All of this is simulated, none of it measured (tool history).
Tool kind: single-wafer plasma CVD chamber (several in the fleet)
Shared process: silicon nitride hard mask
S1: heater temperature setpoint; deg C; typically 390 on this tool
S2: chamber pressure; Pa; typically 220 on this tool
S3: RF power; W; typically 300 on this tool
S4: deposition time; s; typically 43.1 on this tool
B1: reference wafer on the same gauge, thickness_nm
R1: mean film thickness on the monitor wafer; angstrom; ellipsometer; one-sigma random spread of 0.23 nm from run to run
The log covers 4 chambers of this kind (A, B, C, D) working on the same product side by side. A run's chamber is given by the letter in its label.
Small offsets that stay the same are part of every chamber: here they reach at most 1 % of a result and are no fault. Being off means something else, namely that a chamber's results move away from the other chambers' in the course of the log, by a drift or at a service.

run,hour,S1,S2,S3,S4,B1,R1
1C,4.9,390,220,300,43.1,58.916,508.61
2B,8.6,390,220,300,43.1,58.843,497.9
3D,12.1,390,220,300,43.1,58.897,503.32
4A,16.9,390,220,300,43.1,58.874,500.49
5A,21.7,390,220,300,43.1,58.952,500
6C,24.4,390,220,300,43.1,58.912,504.46
7D,28.8,390,220,300,43.1,58.929,504.67
8B,31.8,390,220,300,43.1,58.902,500.59
9C,36.5,390,220,300,43.1,58.922,508.5
10D,41.4,390,220,300,43.1,58.889,503.25
11A,45.2,390,220,300,43.1,58.947,502.42
12B,49.6,390,220,300,43.1,58.872,495.22
13A,52.8,390,220,350,43.1,58.913,556.5
14C,57.2,390,220,350,43.1,58.938,557.13
15D,61.8,390,220,350,43.1,58.894,555.89
16B,64,390,220,350,43.1,58.932,544.69
17D,68.2,390,220,300,43.1,58.899,503.05
18A,71,390,220,300,43.1,58.943,501.86
19C,75.2,390,220,300,43.1,58.945,505.28
20B,78.3,395,220,300,43.1,58.918,487.82
21D,82.6,395,220,300,43.1,58.862,503.96
22B,86.4,395,220,300,43.1,58.863,486.29
23C,89.3,395,220,300,43.1,58.883,506.13
24A,93,390,220,300,43.1,58.872,503.76
25B,95.2,390,220,300,43.1,58.821,482.5
26D,99.3,390,220,300,43.1,58.882,502.88
27A,101.5,390,220,300,43.1,58.929,499.86
28C,104.8,390,220,300,43.1,58.894,507.23
29A,108.3,390,220,300,43.1,58.949,501.04
30B,110.7,390,200,300,47.3,58.89,514.31
31C,115.5,390,200,300,47.3,58.9,544.17
32D,118,390,200,300,47.3,58.843,538.84
33B,121.7,390,200,300,47.3,58.909,512.22
34A,125.8,390,220,300,43.1,58.93,498.63
35D,129.8,390,220,300,43.1,58.984,499.89
36C,134.8,390,220,300,43.1,58.917,508.95
37D,138.8,390,220,300,43.1,58.867,504.25
38A,142.5,390,257,300,43.1,58.873,527.7
39C,147,390,257,300,43.1,58.921,533.73

Predict what each chamber gives when all 4 of them run the settings below next.
40A,150.5,390,167,300,43.1,,?
40B,150.5,390,167,300,43.1,,?
40C,150.5,390,167,300,43.1,,?
40D,150.5,390,167,300,43.1,,?

run,R1
40A,468.41
40B,436.25
40C,464.41
40D,465.42
